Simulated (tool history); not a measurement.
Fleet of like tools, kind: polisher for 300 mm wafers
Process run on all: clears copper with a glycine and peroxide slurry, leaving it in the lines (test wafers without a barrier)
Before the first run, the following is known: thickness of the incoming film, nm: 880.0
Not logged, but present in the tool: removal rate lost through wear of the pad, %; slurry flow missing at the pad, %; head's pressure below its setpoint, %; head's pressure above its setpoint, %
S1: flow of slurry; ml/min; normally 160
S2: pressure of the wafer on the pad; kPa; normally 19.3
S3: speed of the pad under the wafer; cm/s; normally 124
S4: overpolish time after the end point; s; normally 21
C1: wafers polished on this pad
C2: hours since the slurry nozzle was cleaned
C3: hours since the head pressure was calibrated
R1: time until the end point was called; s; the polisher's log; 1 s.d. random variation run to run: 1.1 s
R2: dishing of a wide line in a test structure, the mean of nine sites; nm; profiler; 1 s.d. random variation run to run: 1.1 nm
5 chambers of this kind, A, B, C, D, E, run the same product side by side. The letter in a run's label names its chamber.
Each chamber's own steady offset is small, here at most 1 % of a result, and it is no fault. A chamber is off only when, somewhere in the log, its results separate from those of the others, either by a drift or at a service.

run    day   S1    S2   S3  S4    C1     C2     C3       R1      R2
 1D  0.142  160  19.3  124  21   134  332.7  294.8  118.100  55.968
 2E  0.379  160  19.3  124  21   793   43.1  150.2  118.910  55.552
 3C  0.596  160  19.3  124  21   599  193.5  424.4  119.300  58.332
     0.754  -- chamber A: slurry nozzle cleaned
 4A  0.846  160  19.3  124  21   294    2.2   38.8  118.610  55.225
 5B  1.021  160  19.3  124  21   867  113.6  615.8  117.670  56.442
 6D  1.188  160  26.2  124  21   344  357.8  319.9   89.310  62.894
 7C  1.342  160  26.2  124  21   748  211.4  442.3   89.520  63.057
 8B  1.571  160  26.2  124  21   977  126.8  629.0   90.005  62.474
     1.692  -- chamber B: worn pad replaced by a new one
 9A  1.800  160  26.2  124  21   486   25.1   61.7   90.898  62.099
10E  1.975  160  26.2  124  21  1114   81.4  188.5   89.398  61.983
11B  2.104  160  19.3  124  21    83  139.6  641.8  118.120  56.374
12C  2.325  200  19.3  124  28   946  235.0  465.9  111.140  65.128
     2.604  -- chamber D: slurry nozzle cleaned
13A  2.608  200  19.3  124  28   648   44.5   81.1  114.560  62.861
     2.658  -- chamber E: worn pad replaced by a new one
     2.679  -- chamber A: worn pad replaced by a new one
14D  2.783  200  19.3  124  28   664    4.4  358.2  113.670  60.573
     2.862  -- chamber C: worn pad replaced by a new one
15E  2.967  200  19.3  124  28    61  105.2  212.3  112.590  60.888
     2.983  -- chamber D: worn pad replaced by a new one
16C  3.212  200  19.3  124  28    70  256.3  487.2  114.100  63.111
17A  3.400  130  19.3  124  14   144   63.5  100.1  121.670  47.257
18B  3.538  130  19.3  124  14   371  174.0  676.2  123.740  48.343
19E  3.683  130  19.3  124  14   205  122.4  229.5  120.940  45.207
20D  3.896  130  19.3  124  14   183   31.1  384.9  121.910  47.139
21A  4.046  130  19.3  124  14   274   79.0  115.6  122.530  47.332
22E  4.225  160  19.3  124  21   314  135.4  242.5  117.140  54.889
23D  4.354  160  19.3  124  21   275   42.1  395.9  119.550  57.963
24C  4.588  160  19.3  124  13   346  289.3  520.2  115.300  46.969
25B  4.850  160  19.3  124  13   634  205.5  707.7  118.200  43.634
26A  5.133  160  19.3  124  13   492  105.1  141.7  116.240  45.351
27B  5.321  160  19.3  124  13   729  216.8  719.0  119.500  43.640
28C  5.508  160  19.3  124  13   531  311.4  542.3  118.470  46.452
29D  5.650  160  19.3  124  21   536   73.2  427.0  119.990  54.631
30E  5.817  190  19.3  124  16   634  173.6  280.7  115.450  50.088
31E  6.062  190  19.3  124  16   683  179.5  286.6  114.310  50.735
32D  6.288  190  19.3  124  16   663   88.5  442.3  111.860  50.752
33A  6.454  190  19.3  124  16   758  136.8  173.4  114.930  51.231
     6.608  -- chamber D: worn pad replaced by a new one
     6.704  -- chamber A: worn pad replaced by a new one
34B  6.708  190  19.3  124  16  1007  250.1  752.3  115.350  51.432
35C  6.958  160  19.3  124  21   822  346.2  577.1  116.060  56.380
     6.983  -- chamber B: worn pad replaced by a new one
36A  7.233  160  19.3  124  21   106  155.5  192.1  118.240  55.348
37C  7.396  160  19.3  124  21   910  356.7  587.6  115.070  56.306
38D  7.608  190  19.3  124  28   201  120.2  474.0  114.670  62.209
39B  7.829  190  19.3  124  28   169  277.0  779.2  117.140  59.340
40E  8.083  190  19.3  124  28  1089  228.0  335.1  115.030  59.663

Is one chamber off against the others, does the gauge drift, or is nothing wrong? If a chamber is off, say which, and what the likeliest cause is.

Beyond each chamber's small constant offset nothing stands out, and the gauge stays steady.

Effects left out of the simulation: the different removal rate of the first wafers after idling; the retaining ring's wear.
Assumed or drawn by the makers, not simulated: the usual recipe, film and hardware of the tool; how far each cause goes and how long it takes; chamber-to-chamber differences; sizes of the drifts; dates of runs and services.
